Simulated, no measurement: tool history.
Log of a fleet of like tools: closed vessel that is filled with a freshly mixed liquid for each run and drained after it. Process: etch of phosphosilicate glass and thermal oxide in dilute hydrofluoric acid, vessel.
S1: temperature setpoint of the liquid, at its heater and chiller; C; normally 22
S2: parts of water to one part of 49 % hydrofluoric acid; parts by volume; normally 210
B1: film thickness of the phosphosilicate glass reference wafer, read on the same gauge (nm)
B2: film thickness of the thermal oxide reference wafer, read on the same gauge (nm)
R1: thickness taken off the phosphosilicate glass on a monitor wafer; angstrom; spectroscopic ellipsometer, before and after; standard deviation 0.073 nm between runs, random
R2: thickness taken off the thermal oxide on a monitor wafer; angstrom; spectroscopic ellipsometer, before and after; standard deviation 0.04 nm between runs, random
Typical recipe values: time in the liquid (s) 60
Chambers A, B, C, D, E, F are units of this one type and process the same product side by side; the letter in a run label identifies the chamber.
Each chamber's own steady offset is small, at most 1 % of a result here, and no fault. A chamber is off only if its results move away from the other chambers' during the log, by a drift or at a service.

At day 0.375: chamber C: hydrofluoric acid flow meter replaced.
Run 1B, day 0.417: usual settings; B1 70.008; B2 130. Result: R1 227.1 angstrom, R2 10.462 angstrom.
At day 0.538: chamber B: hydrofluoric acid flow meter replaced.
Run 2A, day 0.883: usual settings; B1 69.956; B2 129.96. Result: R1 230.26 angstrom, R2 11.715 angstrom.
Run 3D, day 1.371: usual settings; B1 69.973; B2 129.97. Result: R1 229.84 angstrom, R2 11.062 angstrom.
Run 4F, day 1.692: usual settings; B1 70.05; B2 130. Result: R1 229.48 angstrom, R2 11.113 angstrom.
Run 5E, day 2.175: usual settings; B1 70.019; B2 129.99. Result: R1 229.58 angstrom, R2 11.294 angstrom.
Run 6C, day 2.638: usual settings; B1 69.927; B2 130.02. Result: R1 230.05 angstrom, R2 11.596 angstrom.
Run 7F, day 3.058: usual settings; B1 70.016; B2 130.02. Result: R1 229.83 angstrom, R2 12.003 angstrom.
Run 8E, day 3.583: usual settings; B1 69.973; B2 130.02. Result: R1 229.06 angstrom, R2 11.311 angstrom.
Run 9B, day 3.962: usual settings; B1 70.017; B2 130.02. Result: R1 228.46 angstrom, R2 11.711 angstrom.
Run 10A, day 4.404: usual settings; B1 70.014; B2 130.01. Result: R1 228.8 angstrom, R2 12.347 angstrom.
Run 11D, day 4.833: usual settings but S2 245 parts by volume, time in the liquid (s) 75; B1 69.962; B2 130.01. Result: R1 238.48 angstrom, R2 10.886 angstrom.
Run 12C, day 5.462: usual settings but S2 245 parts by volume, time in the liquid (s) 75; B1 70.004; B2 129.99. Result: R1 239.28 angstrom, R2 11.941 angstrom.
At day 5.962: chamber B: thermometer replaced.
Run 13E, day 6.05: usual settings but S2 245 parts by volume, time in the liquid (s) 75; B1 69.982; B2 130.03. Result: R1 237.27 angstrom, R2 11.929 angstrom.
Run 14C, day 6.354: usual settings but S2 245 parts by volume, time in the liquid (s) 75; B1 69.993; B2 130.02. Result: R1 237.69 angstrom, R2 11.183 angstrom.
Run 15D, day 6.904: usual settings but S2 245 parts by volume, time in the liquid (s) 75; B1 69.987; B2 129.98. Result: R1 237.75 angstrom, R2 12.071 angstrom.
Run 16F, day 7.408: usual settings but S2 245 parts by volume, time in the liquid (s) 75; B1 70.015; B2 130. Result: R1 238.36 angstrom, R2 12.11 angstrom.
Run 17A, day 7.742: usual settings; B1 70.016; B2 129.99. Result: R1 229.82 angstrom, R2 12.246 angstrom.
Run 18B, day 8.125: usual settings; B1 69.922; B2 129.98. Result: R1 227.16 angstrom, R2 10.556 angstrom.
Run 19B, day 8.754: usual settings; B1 69.971; B2 129.98. Result: R1 227.78 angstrom, R2 11.468 angstrom.
Run 20E, day 9.35: usual settings; B1 70.013; B2 130. Result: R1 228.67 angstrom, R2 11.076 angstrom.
Run 21C, day 9.729: usual settings but S2 110 parts by volume; B1 70.005; B2 129.99. Result: R1 491.89 angstrom, R2 24.581 angstrom.
Run 22D, day 10.058: usual settings but S2 110 parts by volume; B1 70.07; B2 130.02. Result: R1 488.06 angstrom, R2 24.056 angstrom.
Run 23F, day 10.362: usual settings but S2 110 parts by volume; B1 70; B2 130.01. Result: R1 487.3 angstrom, R2 22.78 angstrom.
Run 24A, day 10.925: usual settings but S2 110 parts by volume; B1 70.002; B2 129.99. Result: R1 496.91 angstrom, R2 24.692 angstrom.
Run 25F, day 11.383: usual settings but S2 110 parts by volume; B1 70.02; B2 130.01. Result: R1 486.97 angstrom, R2 23.619 angstrom.
Run 26B, day 12.021: usual settings but S2 110 parts by volume; B1 69.988; B2 130.01. Result: R1 486.65 angstrom, R2 24.04 angstrom.
Run 27E, day 12.35: usual settings; B1 70.048; B2 129.99. Result: R1 230.08 angstrom, R2 11.225 angstrom.
Run 28D, day 12.983: usual settings; B1 69.986; B2 129.99. Result: R1 230.36 angstrom, R2 11.507 angstrom.
Run 29A, day 13.267: usual settings; B1 70.016; B2 129.99. Result: R1 228.62 angstrom, R2 11.391 angstrom.
Run 30C, day 13.808: usual settings but time in the liquid (s) 75; B1 70.017; B2 129.98. Result: R1 287.73 angstrom, R2 14.394 angstrom.
Run 31A, day 14.142: usual settings but time in the liquid (s) 75; B1 69.984; B2 129.98. Result: R1 288.21 angstrom, R2 14.123 angstrom.
Run 32D, day 14.712: usual settings but time in the liquid (s) 75; B1 70; B2 130.02. Result: R1 287.58 angstrom, R2 14.169 angstrom.
Run 33E, day 15.117: usual settings but time in the liquid (s) 75; B1 70.006; B2 129.99. Result: R1 286.58 angstrom, R2 14.002 angstrom.
Run 34C, day 15.662: usual settings but time in the liquid (s) 75; B1 69.955; B2 130.01. Result: R1 285.79 angstrom, R2 14.205 angstrom.
Run 35F, day 15.95: usual settings but time in the liquid (s) 75; B1 69.959; B2 130. Result: R1 287.14 angstrom, R2 13.666 angstrom.
Run 36B, day 16.421: usual settings but S2 270 parts by volume; B1 69.973; B2 129.99. Result: R1 168.12 angstrom, R2 8.2858 angstrom.
Run 37A, day 17.033: usual settings but S2 270 parts by volume; B1 69.983; B2 130.01. Result: R1 167.29 angstrom, R2 8.5592 angstrom.
Run 38E, day 17.55: usual settings but S2 270 parts by volume; B1 69.992; B2 130. Result: R1 167.36 angstrom, R2 8.2752 angstrom.
Run 39F, day 18.088: usual settings but S2 270 parts by volume; B1 69.962; B2 129.99. Result: R1 169.1 angstrom, R2 8.2215 angstrom.
Run 40B, day 18.638: usual settings but S2 270 parts by volume; B1 69.985; B2 129.99. Result: R1 167.97 angstrom, R2 7.8054 angstrom.
Run 41C, day 19.179: usual settings but S2 270 parts by volume; B1 70.021; B2 129.99. Result: R1 168.98 angstrom, R2 8.2912 angstrom.
Run 42D, day 19.588: usual settings; B1 70.037; B2 130.02. Result: R1 228.82 angstrom, R2 11.722 angstrom.
Run 43A, day 20.008: usual settings; B1 70.021; B2 129.99. Result: R1 227.56 angstrom, R2 11.151 angstrom.

All 6 chambers run these settings next. Forecast each chamber's results:
Run 44A, day 20.479: usual settings. Result: R1 ?, R2 ?.
Run 44B, day 20.479: usual settings. Result: R1 ?, R2 ?.
Run 44C, day 20.479: usual settings. Result: R1 ?, R2 ?.
Run 44D, day 20.479: usual settings. Result: R1 ?, R2 ?.
Run 44E, day 20.479: usual settings. Result: R1 ?, R2 ?.
Run 44F, day 20.479: usual settings. Result: R1 ?, R2 ?.

run      R1      R2
44A  227.46  10.998
44B   228.3  11.619
44C  228.74  11.717
44D  229.44  11.227
44E   229.4  12.073
44F  228.67  11.354

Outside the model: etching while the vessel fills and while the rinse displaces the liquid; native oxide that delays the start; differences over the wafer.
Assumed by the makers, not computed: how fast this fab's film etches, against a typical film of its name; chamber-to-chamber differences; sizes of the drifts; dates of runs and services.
